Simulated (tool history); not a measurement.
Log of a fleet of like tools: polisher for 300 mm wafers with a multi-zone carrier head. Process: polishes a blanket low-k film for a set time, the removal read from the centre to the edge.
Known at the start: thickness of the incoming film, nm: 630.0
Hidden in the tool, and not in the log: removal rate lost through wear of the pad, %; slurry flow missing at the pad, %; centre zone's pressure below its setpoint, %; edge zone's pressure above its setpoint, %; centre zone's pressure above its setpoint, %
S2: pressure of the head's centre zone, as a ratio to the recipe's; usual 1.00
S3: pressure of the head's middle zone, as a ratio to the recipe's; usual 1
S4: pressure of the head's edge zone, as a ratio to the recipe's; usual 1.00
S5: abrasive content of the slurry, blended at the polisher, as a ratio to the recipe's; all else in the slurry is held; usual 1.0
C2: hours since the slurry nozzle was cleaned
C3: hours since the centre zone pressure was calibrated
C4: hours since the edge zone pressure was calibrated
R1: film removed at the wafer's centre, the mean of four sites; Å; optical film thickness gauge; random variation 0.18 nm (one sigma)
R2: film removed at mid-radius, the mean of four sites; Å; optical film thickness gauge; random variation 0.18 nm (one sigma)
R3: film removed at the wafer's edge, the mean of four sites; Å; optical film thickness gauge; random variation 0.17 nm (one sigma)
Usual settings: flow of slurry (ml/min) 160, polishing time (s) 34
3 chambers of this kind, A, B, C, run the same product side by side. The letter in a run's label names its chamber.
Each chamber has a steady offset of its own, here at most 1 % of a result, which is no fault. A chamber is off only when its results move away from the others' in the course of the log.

{"day": 0.121, "done": "chamber B: edge zone pressure recalibrated"}
{"run": "1B", "day": 0.175, "flow of slurry (ml/min)": 160, "S2": 1.0, "S3": 1, "S4": 1.0, "S5": 1.0, "polishing time (s)": 34, "wafers polished on this pad": 276, "C2": 490.8, "C3": 282.4, "C4": 1.4, "R1": 140.36, "R2": 137.88, "R3": 139.57}
{"run": "2A", "day": 0.296, "flow of slurry (ml/min)": 160, "S2": 1.0, "S3": 1, "S4": 1.0, "S5": 1.0, "polishing time (s)": 34, "wafers polished on this pad": 1001, "C2": 156.2, "C3": 510.6, "C4": 185.2, "R1": 138.7, "R2": 141.04, "R3": 140.3}
{"run": "3C", "day": 0.417, "flow of slurry (ml/min)": 160, "S2": 1.0, "S3": 1, "S4": 1.0, "S5": 1.0, "polishing time (s)": 34, "wafers polished on this pad": 743, "C2": 449.6, "C3": 1055.0, "C4": 535.6, "R1": 138.56, "R2": 138.99, "R3": 138.98}
{"run": "4B", "day": 0.6, "flow of slurry (ml/min)": 160, "S2": 1.0, "S3": 1, "S4": 1.0, "S5": 1.0, "polishing time (s)": 34, "wafers polished on this pad": 411, "C2": 501.0, "C3": 292.6, "C4": 11.6, "R1": 136.05, "R2": 140.58, "R3": 138.12}
{"run": "5A", "day": 0.762, "flow of slurry (ml/min)": 160, "S2": 1.0, "S3": 1, "S4": 1.0, "S5": 1.0, "polishing time (s)": 34, "wafers polished on this pad": 1149, "C2": 167.4, "C3": 521.8, "C4": 196.4, "R1": 138.61, "R2": 141.47, "R3": 142.39}
{"run": "6C", "day": 0.912, "flow of slurry (ml/min)": 160, "S2": 1.0, "S3": 1, "S4": 1.0, "S5": 1.0, "polishing time (s)": 34, "wafers polished on this pad": 901, "C2": 461.5, "C3": 1066.9, "C4": 547.5, "R1": 141.21, "R2": 142.2, "R3": 138.21}
{"day": 0.95, "done": "chamber A: worn pad replaced by a new one"}
{"run": "7A", "day": 1.017, "flow of slurry (ml/min)": 160, "S2": 1.0, "S3": 1, "S4": 1.0, "S5": 1.0, "polishing time (s)": 34, "wafers polished on this pad": 21, "C2": 173.5, "C3": 527.9, "C4": 202.5, "R1": 139.07, "R2": 139.72, "R3": 140.36}
{"run": "8B", "day": 1.233, "flow of slurry (ml/min)": 160, "S2": 1.0, "S3": 1, "S4": 0.92, "S5": 0.8, "polishing time (s)": 34, "wafers polished on this pad": 612, "C2": 516.2, "C3": 307.8, "C4": 26.8, "R1": 123.14, "R2": 122.13, "R3": 120.42}
{"run": "9C", "day": 1.388, "flow of slurry (ml/min)": 160, "S2": 1.0, "S3": 1, "S4": 0.92, "S5": 0.8, "polishing time (s)": 34, "wafers polished on this pad": 1052, "C2": 472.9, "C3": 1078.3, "C4": 558.9, "R1": 126.42, "R2": 124.91, "R3": 120.12}
{"run": "10B", "day": 1.521, "flow of slurry (ml/min)": 160, "S2": 1.0, "S3": 1, "S4": 0.92, "S5": 0.8, "polishing time (s)": 34, "wafers polished on this pad": 703, "C2": 523.1, "C3": 314.7, "C4": 33.7, "R1": 128.85, "R2": 123.54, "R3": 119.65}
{"run": "11C", "day": 1.7, "flow of slurry (ml/min)": 160, "S2": 1.0, "S3": 1, "S4": 1.0, "S5": 1.0, "polishing time (s)": 34, "wafers polished on this pad": 1151, "C2": 480.4, "C3": 1085.8, "C4": 566.4, "R1": 140.04, "R2": 144.05, "R3": 136.29}
{"day": 1.729, "done": "chamber B: worn pad replaced by a new one"}
{"run": "12A", "day": 1.838, "flow of slurry (ml/min)": 160, "S2": 0.94, "S3": 1, "S4": 1.0, "S5": 1.0, "polishing time (s)": 34, "wafers polished on this pad": 282, "C2": 193.2, "C3": 547.6, "C4": 222.2, "R1": 132.33, "R2": 143.73, "R3": 141.14}
{"day": 1.925, "done": "chamber C: worn pad replaced by a new one"}
{"run": "13A", "day": 1.967, "flow of slurry (ml/min)": 160, "S2": 0.94, "S3": 1, "S4": 1.0, "S5": 1.0, "polishing time (s)": 34, "wafers polished on this pad": 323, "C2": 196.3, "C3": 550.7, "C4": 225.3, "R1": 132.09, "R2": 143.26, "R3": 139.46}
{"run": "14B", "day": 2.088, "flow of slurry (ml/min)": 160, "S2": 0.94, "S3": 1, "S4": 1.0, "S5": 1.0, "polishing time (s)": 34, "wafers polished on this pad": 115, "C2": 536.7, "C3": 328.3, "C4": 47.3, "R1": 126.81, "R2": 138.97, "R3": 139.54}
{"run": "15C", "day": 2.258, "flow of slurry (ml/min)": 160, "S2": 1.0, "S3": 1, "S4": 1.0, "S5": 1.0, "polishing time (s)": 34, "wafers polished on this pad": 107, "C2": 493.8, "C3": 1099.2, "C4": 579.8, "R1": 140.71, "R2": 142.72, "R3": 138.47}
{"day": 2.433, "done": "chamber C: centre zone pressure recalibrated"}
{"run": "16A", "day": 2.479, "flow of slurry (ml/min)": 160, "S2": 1.0, "S3": 1, "S4": 1.0, "S5": 1.0, "polishing time (s)": 34, "wafers polished on this pad": 486, "C2": 208.6, "C3": 563.0, "C4": 237.6, "R1": 139.93, "R2": 141.33, "R3": 142.57}
{"run": "17C", "day": 2.654, "flow of slurry (ml/min)": 160, "S2": 1.0, "S3": 1, "S4": 1.0, "S5": 1.0, "polishing time (s)": 34, "wafers polished on this pad": 232, "C2": 503.3, "C3": 5.3, "C4": 589.3, "R1": 153.85, "R2": 140.16, "R3": 141.6}
{"run": "18B", "day": 2.862, "flow of slurry (ml/min)": 160, "S2": 1.0, "S3": 1, "S4": 1.0, "S5": 1.0, "polishing time (s)": 34, "wafers polished on this pad": 361, "C2": 555.3, "C3": 346.9, "C4": 65.9, "R1": 139.12, "R2": 138.53, "R3": 138.11}
{"run": "19C", "day": 2.971, "flow of slurry (ml/min)": 160, "S2": 1.0, "S3": 1, "S4": 1.0, "S5": 1.0, "polishing time (s)": 34, "wafers polished on this pad": 333, "C2": 510.9, "C3": 12.9, "C4": 596.9, "R1": 155.05, "R2": 138.98, "R3": 139.24}
{"run": "20A", "day": 3.092, "flow of slurry (ml/min)": 160, "S2": 1.0, "S3": 1, "S4": 1.0, "S5": 1.0, "polishing time (s)": 34, "wafers polished on this pad": 680, "C2": 223.3, "C3": 577.7, "C4": 252.3, "R1": 140.31, "R2": 138.53, "R3": 142.63}
{"run": "21B", "day": 3.317, "flow of slurry (ml/min)": 160, "S2": 1.0, "S3": 1, "S4": 1.0, "S5": 1.0, "polishing time (s)": 34, "wafers polished on this pad": 505, "C2": 566.2, "C3": 357.8, "C4": 76.8, "R1": 136.28, "R2": 139.98, "R3": 138.82}
{"run": "22C", "day": 3.446, "flow of slurry (ml/min)": 160, "S2": 1.0, "S3": 1, "S4": 1.0, "S5": 1.0, "polishing time (s)": 34, "wafers polished on this pad": 484, "C2": 522.3, "C3": 24.3, "C4": 608.3, "R1": 154.42, "R2": 140.2, "R3": 138.57}
{"run": "23B", "day": 3.588, "flow of slurry (ml/min)": 160, "S2": 1.0, "S3": 1, "S4": 1.0, "S5": 1.0, "polishing time (s)": 34, "wafers polished on this pad": 591, "C2": 572.7, "C3": 364.3, "C4": 83.3, "R1": 138.75, "R2": 137.47, "R3": 138.51}
{"run": "24A", "day": 3.788, "flow of slurry (ml/min)": 160, "S2": 1.0, "S3": 1, "S4": 1.0, "S5": 1.0, "polishing time (s)": 34, "wafers polished on this pad": 901, "C2": 240.0, "C3": 594.4, "C4": 269.0, "R1": 138.66, "R2": 139.6, "R3": 138.67}
{"day": 3.842, "done": "chamber B: worn pad replaced by a new one"}
{"run": "25B", "day": 3.933, "flow of slurry (ml/min)": 160, "S2": 1.0, "S3": 1, "S4": 0.9, "S5": 1.0, "polishing time (s)": 26, "wafers polished on this pad": 29, "C2": 581.0, "C3": 372.6, "C4": 91.6, "R1": 105.11, "R2": 107.66, "R3": 101.79}
{"run": "26C", "day": 4.096, "flow of slurry (ml/min)": 160, "S2": 1.0, "S3": 1, "S4": 0.9, "S5": 1.0, "polishing time (s)": 26, "wafers polished on this pad": 690, "C2": 537.9, "C3": 39.9, "C4": 623.9, "R1": 117.3, "R2": 108.83, "R3": 101.98}
{"run": "27A", "day": 4.204, "flow of slurry (ml/min)": 160, "S2": 1.0, "S3": 1, "S4": 0.9, "S5": 1.0, "polishing time (s)": 26, "wafers polished on this pad": 1034, "C2": 250.0, "C3": 604.4, "C4": 279.0, "R1": 107.1, "R2": 108.17, "R3": 103.32}
{"day": 4.221, "done": "chamber A: worn pad replaced by a new one"}
{"run": "28B", "day": 4.342, "flow of slurry (ml/min)": 160, "S2": 1.0, "S3": 1, "S4": 1.0, "S5": 1.0, "polishing time (s)": 34, "wafers polished on this pad": 158, "C2": 590.8, "C3": 382.4, "C4": 101.4, "R1": 139.17, "R2": 141.14, "R3": 138.75}
{"day": 4.367, "done": "chamber C: edge zone pressure recalibrated"}
{"run": "29A", "day": 4.554, "flow of slurry (ml/min)": 160, "S2": 1.0, "S3": 1, "S4": 1.0, "S5": 1.0, "polishing time (s)": 34, "wafers polished on this pad": 106, "C2": 258.4, "C3": 612.8, "C4": 287.4, "R1": 141.49, "R2": 138.6, "R3": 142.1}
{"run": "30C", "day": 4.708, "flow of slurry (ml/min)": 160, "S2": 1.0, "S3": 1, "S4": 1.0, "S5": 1.0, "polishing time (s)": 34, "wafers polished on this pad": 885, "C2": 552.6, "C3": 54.6, "C4": 8.2, "R1": 152.87, "R2": 141.4, "R3": 139.3}
{"run": "31C", "day": 4.892, "flow of slurry (ml/min)": 160, "S2": 1.0, "S3": 1, "S4": 1.0, "S5": 1.0, "polishing time (s)": 34, "wafers polished on this pad": 943, "C2": 557.0, "C3": 59.0, "C4": 12.6, "R1": 153.64, "R2": 139.83, "R3": 136.67}
{"run": "32A", "day": 5.088, "flow of slurry (ml/min)": 160, "S2": 1.0, "S3": 1, "S4": 1.0, "S5": 1.0, "polishing time (s)": 34, "wafers polished on this pad": 276, "C2": 271.2, "C3": 625.6, "C4": 300.2, "R1": 142.64, "R2": 139.14, "R3": 141.57}
{"run": "33B", "day": 5.288, "flow of slurry (ml/min)": 160, "S2": 1.0, "S3": 1, "S4": 1.0, "S5": 1.0, "polishing time (s)": 34, "wafers polished on this pad": 459, "C2": 613.5, "C3": 405.1, "C4": 124.1, "R1": 138.68, "R2": 139.7, "R3": 137.22}
{"run": "34A", "day": 5.417, "flow of slurry (ml/min)": 160, "S2": 1.0, "S3": 1, "S4": 1.0, "S5": 1.0, "polishing time (s)": 34, "wafers polished on this pad": 380, "C2": 279.1, "C3": 633.5, "C4": 308.1, "R1": 141.95, "R2": 140.71, "R3": 142.67}
{"run": "35B", "day": 5.558, "flow of slurry (ml/min)": 160, "S2": 1.0, "S3": 1, "S4": 1.0, "S5": 1.0, "polishing time (s)": 34, "wafers polished on this pad": 545, "C2": 620.0, "C3": 411.6, "C4": 130.6, "R1": 137.9, "R2": 137.78, "R3": 140.1}
{"day": 5.75, "done": "chamber C: worn pad replaced by a new one"}
{"run": "36C", "day": 5.779, "flow of slurry (ml/min)": 160, "S2": 1.0, "S3": 1, "S4": 1.0, "S5": 1.0, "polishing time (s)": 34, "wafers polished on this pad": 10, "C2": 578.3, "C3": 80.3, "C4": 33.9, "R1": 154.35, "R2": 139.59, "R3": 140.49}
{"run": "37A", "day": 5.888, "flow of slurry (ml/min)": 160, "S2": 1.0, "S3": 1, "S4": 1.0, "S5": 1.0, "polishing time (s)": 34, "wafers polished on this pad": 530, "C2": 290.4, "C3": 644.8, "C4": 319.4, "R1": 141.22, "R2": 143.07, "R3": 142.73}
{"day": 5.988, "done": "chamber B: worn pad replaced by a new one"}
{"run": "38C", "day": 6.108, "flow of slurry (ml/min)": 160, "S2": 1.0, "S3": 1, "S4": 1.0, "S5": 1.0, "polishing time (s)": 34, "wafers polished on this pad": 114, "C2": 586.2, "C3": 88.2, "C4": 41.8, "R1": 150.06, "R2": 143.48, "R3": 139.93}
{"run": "39B", "day": 6.329, "flow of slurry (ml/min)": 160, "S2": 1.0, "S3": 1, "S4": 1.0, "S5": 1.0, "polishing time (s)": 34, "wafers polished on this pad": 108, "C2": 638.5, "C3": 430.1, "C4": 149.1, "R1": 139.01, "R2": 140.12, "R3": 139.18}
{"run": "40B", "day": 6.546, "flow of slurry (ml/min)": 160, "S2": 1.09, "S3": 1, "S4": 1.0, "S5": 1.0, "polishing time (s)": 34, "wafers polished on this pad": 177, "C2": 643.7, "C3": 435.3, "C4": 154.3, "R1": 152.49, "R2": 138.9, "R3": 142.41}
{"run": "41A", "day": 6.65, "flow of slurry (ml/min)": 160, "S2": 1.09, "S3": 1, "S4": 1.0, "S5": 1.0, "polishing time (s)": 34, "wafers polished on this pad": 772, "C2": 308.7, "C3": 663.1, "C4": 337.7, "R1": 153.72, "R2": 140.69, "R3": 141.83}

What goes on in this fleet: one chamber off, a drifting gauge, or nothing beyond the chambers' own small offsets? Name the chamber and the cause, if any.

A service left chamber C off against the others.
Cause: centre zone's pressure above its setpoint, % = 9.38.

Here are 4 candidates for chamber C's next run, each the usual settings with a change, their results left as question marks. Which one brings its results back in line with what the others give on the usual settings?
In line means no further than this from the other chambers' mean on the usual settings: R1 6.20 Å; R2 6.10 Å; R3 6.00 Å
{"run": "42C-1", "day": 6.812, "flow of slurry (ml/min)": 165, "S2": 1.08, "S3": 1.0, "S4": 0.97, "S5": 1.0, "polishing time (s)": 34, "R1": "?", "R2": "?", "R3": "?"}
{"run": "42C-2", "day": 6.812, "flow of slurry (ml/min)": 145, "S2": 0.84, "S3": 1.01, "S4": 1.07, "S5": 1.0, "polishing time (s)": 34, "R1": "?", "R2": "?", "R3": "?"}
{"run": "42C-3", "day": 6.812, "flow of slurry (ml/min)": 155, "S2": 0.92, "S3": 1.0, "S4": 1.03, "S5": 1.0, "polishing time (s)": 34, "R1": "?", "R2": "?", "R3": "?"}
{"run": "42C-4", "day": 6.812, "flow of slurry (ml/min)": 175, "S2": 1.17, "S3": 0.99, "S4": 0.92, "S5": 1.0, "polishing time (s)": 34, "R1": "?", "R2": "?", "R3": "?"}

The other chambers' mean on the usual settings: R1 140.45 Å; R2 140.28 Å; R3 140.76 Å
run=42C-1 R1=168.61 R2=141.30 R3=137.58
run=42C-2 R1=125.25 R2=139.35 R3=142.27
run=42C-3 R1=140.21 R2=139.83 R3=140.76
run=42C-4 R1=185.64 R2=141.36 R3=134.97
42C-3 brings the chamber back in line.
